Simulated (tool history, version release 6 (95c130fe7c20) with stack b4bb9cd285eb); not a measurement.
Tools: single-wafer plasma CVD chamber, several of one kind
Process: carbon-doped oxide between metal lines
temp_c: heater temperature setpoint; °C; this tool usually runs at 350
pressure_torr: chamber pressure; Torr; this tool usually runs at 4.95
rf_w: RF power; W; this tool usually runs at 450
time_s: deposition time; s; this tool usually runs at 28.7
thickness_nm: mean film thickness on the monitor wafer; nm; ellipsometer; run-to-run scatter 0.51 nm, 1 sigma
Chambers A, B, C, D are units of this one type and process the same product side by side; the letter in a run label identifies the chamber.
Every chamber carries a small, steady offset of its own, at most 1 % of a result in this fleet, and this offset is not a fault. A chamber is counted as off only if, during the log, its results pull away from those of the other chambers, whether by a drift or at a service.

run     day  temp_c  pressure_torr  rf_w  time_s  hours since the last thermocouple change  hours since the last RF generator calibration  hours since the last manometer calibration  read-back reference wafer on the same gauge, thickness_nm  thickness_nm
 1B   0.296     350           4.95   450    28.7                                    2168.4                                           53.4                                      1347.5                                                     114.02        137.29
 2C   0.733     350           4.95   450    28.7                                     147.6                                          121.4                                       885.7                                                     114.00        136.70
 3D   1.125     350           4.95   450    28.7                                     491.6                                          672.3                                      1412.7                                                     114.01        136.47
      1.133  -- chamber A: thermocouple changed; heater temperature recalibrated
 4A   1.558     350           4.95   450    28.7                                      10.2                                         1759.0                                      2028.5                                                     114.08        135.44
 5B   1.971     350           4.95   450    28.7                                    2208.6                                           93.6                                      1387.7                                                     114.07        137.03
 6C   2.521     350           4.95   450    28.7                                     190.5                                          164.3                                       928.6                                                     113.99        136.22
 7D   2.850     350           4.95   450    28.7                                     533.0                                          713.7                                      1454.1                                                     114.03        136.52
      3.350  -- chamber A: RF generator calibrated
 8A   3.433     350           4.95   450    28.7                                      55.2                                            2.0                                      2073.5                                                     114.05        135.98
 9A   3.783     350           4.95   450    28.7                                      63.6                                           10.4                                      2081.9                                                     113.95        135.72
10D   4.388     350           4.95   450    28.7                                     569.9                                          750.6                                      1491.0                                                     113.96        136.93
11C   4.671     350           4.95   450    28.7                                     242.1                                          215.9                                       980.2                                                     113.96        135.60
12B   5.042     350           4.95   450    28.7                                    2282.3                                          167.3                                      1461.4                                                     113.96        136.87
13D   5.379     350           4.95   450    28.7                                     593.7                                          774.4                                      1514.8                                                     113.94        137.21
14B   5.717     350           4.95   500    26.8                                    2298.5                                          183.5                                      1477.6                                                     113.99        137.52
15C   6.146     350           4.95   500    26.8                                     277.5                                          251.3                                      1015.6                                                     113.96        137.12
16A   6.533     350           4.95   500    26.8                                     129.6                                           76.4                                      2147.9                                                     114.00        136.04
17C   6.862     350           4.95   500    26.8                                     294.7                                          268.5                                      1032.8                                                     113.99        136.04
18B   7.167     350           4.95   450    28.7                                    2333.3                                          218.3                                      1512.4                                                     114.01        137.47
19A   7.504     350           4.95   450    28.7                                     152.9                                           99.7                                      2171.2                                                     113.93        136.37
20D   8.029     350           4.95   450    28.7                                     657.3                                          838.0                                      1578.4                                                     114.07        136.85
      8.504  -- chamber D: RF generator calibrated
21D   8.642     350           4.95   450    28.7                                     672.0                                            3.4                                      1593.1                                                     113.99        135.86
22A   9.267     364           4.95   450    28.7                                     195.2                                          142.0                                      2213.5                                                     113.98        130.66
23B   9.733     364           4.95   450    28.7                                    2394.9                                          279.9                                      1574.0                                                     114.03        132.50
24C  10.017     364           4.95   450    28.7                                     370.4                                          344.2                                      1108.5                                                     113.98        130.88
25C  10.446     364           4.95   450    28.7                                     380.7                                          354.5                                      1118.8                                                     114.09        130.82
26D  10.746     350           4.95   450    28.7                                     722.5                                           53.9                                      1643.6                                                     113.89        137.37
27A  11.304     350           4.95   450    28.7                                     244.1                                          190.9                                      2262.4                                                     113.98        137.26
28B  11.696     350           4.95   450    28.7                                    2442.0                                          327.0                                      1621.1                                                     114.02        137.66
29A  12.233     350           4.95   450    28.7                                     266.4                                          213.2                                      2284.7                                                     114.06        136.41
30D  12.562     350           4.95   450    28.7                                     766.1                                           97.5                                      1687.2                                                     113.92        136.66
31C  12.983     350           4.95   450    28.7                                     441.6                                          415.4                                      1179.7                                                     114.04        135.87
32B  13.575     350           4.95   450    28.7                                    2487.1                                          372.1                                      1666.2                                                     114.03        138.02
33B  13.871     350           4.95   450    28.7                                    2494.2                                          379.2                                      1673.3                                                     113.95        137.38
34C  14.242     350           4.95   450    28.7                                     471.8                                          445.6                                      1209.9                                                     113.90        137.03
35A  14.712     350           4.95   450    28.7                                     325.9                                          272.7                                      2344.2                                                     114.01        135.90

For the next run the whole fleet of 4 chambers uses the same settings. Give each chamber's results:
36A  15.179     350           4.95   450    28.7                                                                                                                                                                                                             ?
36B  15.179     350           4.95   450    28.7                                                                                                                                                                                                             ?
36C  15.179     350           4.95   450    28.7                                                                                                                                                                                                             ?
36D  15.179     350           4.95   450    28.7                                                                                                                                                                                                             ?

run  thickness_nm
36A        136.03
36B        137.04
36C        135.16
36D        136.95
